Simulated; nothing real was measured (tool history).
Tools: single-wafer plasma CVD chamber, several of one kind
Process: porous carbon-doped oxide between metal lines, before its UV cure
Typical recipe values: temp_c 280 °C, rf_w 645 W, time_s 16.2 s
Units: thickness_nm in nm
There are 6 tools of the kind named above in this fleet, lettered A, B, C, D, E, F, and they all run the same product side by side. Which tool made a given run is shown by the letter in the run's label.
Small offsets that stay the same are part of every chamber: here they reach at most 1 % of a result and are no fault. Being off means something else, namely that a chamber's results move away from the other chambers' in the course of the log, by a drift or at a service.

run	hour	temp_c	rf_w	time_s	hours since the last thermocouple change	hours since the last RF generator calibration	read-back reference wafer on the same gauge, thickness_nm	thickness_nm
1B	6.4	280	645	16.2	337.6	51.6	107.98	118.63
2F	10.4	280	645	16.2	358.2	147.6	108.04	118.8
3A	15.5	280	645	16.2	1466.6	1685.2	107.93	119.55
4E	19.4	280	645	16.2	723.7	1671.7	107.97	119.41
5D	26.1	280	645	16.2	1321.4	400.3	108.01	119.48
6C	33.6	280	645	16.2	262.1	262.2	108.05	119.08
7B	41.8	290	715	16.2	373	87	108.04	119.46
8E	50.4	290	715	16.2	754.7	1702.7	108.03	119.24
9A	57.2	290	715	16.2	1508.3	1726.9	108.12	119.62
10C	62.2	290	715	16.2	290.7	290.8	107.96	119.54
11F	69.7	290	715	16.2	417.5	206.9	107.98	119.19
12D	74.3	290	715	16.2	1369.6	448.5	108.04	119.45
13D	80	280	645	16.2	1375.3	454.2	107.98	119.23
14E	86.6	280	645	16.2	790.9	1738.9	108.05	119.16
# hour 91: chamber A: thermocouple changed; heater temperature recalibrated
15C	94.9	280	645	16.2	323.4	323.5	107.98	119.69
16A	99.1	280	645	16.2	8.1	1768.8	107.9	118.27
17F	107.4	280	645	16.2	455.2	244.6	108	118.71
18B	114.6	286	645	16.2	445.8	159.8	108.02	115.62
19B	120	286	645	16.2	451.2	165.2	107.99	114.83
20F	124.6	286	645	16.2	472.4	261.8	107.98	114.35
21D	129.4	286	645	16.2	1424.7	503.6	108.06	114.84
22E	137.6	286	645	16.2	841.9	1789.9	107.92	114.81
23C	142.3	286	645	16.2	370.8	370.9	108	115.54
24A	147.4	280	645	16.2	56.4	1817.1	108.04	119.87
25D	154.5	280	645	16.2	1449.8	528.7	108.03	119.2
26F	161.9	280	645	16.2	509.7	299.1	107.99	117.04
27C	168.1	280	645	16.2	396.6	396.7	108.05	119.5
28B	174.6	280	645	16.2	505.8	219.8	108.01	119.56
29A	183.4	280	645	16.2	92.4	1853.1	107.98	119.38
30E	187.4	274	690	16.2	891.7	1839.7	108.01	129.53
31A	191.5	274	690	16.2	100.5	1861.2	107.92	129.14
32D	200.1	274	690	16.2	1495.4	574.3	107.96	129.83
33F	208.2	274	690	16.2	556	345.4	107.99	126.55
34B	214	274	690	16.2	545.2	259.2	108.05	130.46
# hour 215.1: chamber A: RF generator calibrated
35E	219.5	274	690	16.2	923.8	1871.8	107.97	128.64
36C	225.8	280	645	16.2	454.3	454.4	108.03	120.21
37E	233.8	280	645	16.2	938.1	1886.1	107.91	118.61
38A	239.5	280	645	16.2	148.5	24.5	108.06	119.26
39F	245.3	280	645	16.2	593.1	382.5	107.98	115.46
40B	249.2	280	645	16.2	580.4	294.4	108.02	120.03

For the next run the whole fleet of 6 chambers uses the same settings. Give each chamber's results:
41A	255.5	292	645	16.2				?
41B	255.5	292	645	16.2				?
41C	255.5	292	645	16.2				?
41D	255.5	292	645	16.2				?
41E	255.5	292	645	16.2				?
41F	255.5	292	645	16.2				?

run	thickness_nm
41A	111.02
41B	110.98
41C	110.44
41D	111.21
41E	110.33
41F	107.15

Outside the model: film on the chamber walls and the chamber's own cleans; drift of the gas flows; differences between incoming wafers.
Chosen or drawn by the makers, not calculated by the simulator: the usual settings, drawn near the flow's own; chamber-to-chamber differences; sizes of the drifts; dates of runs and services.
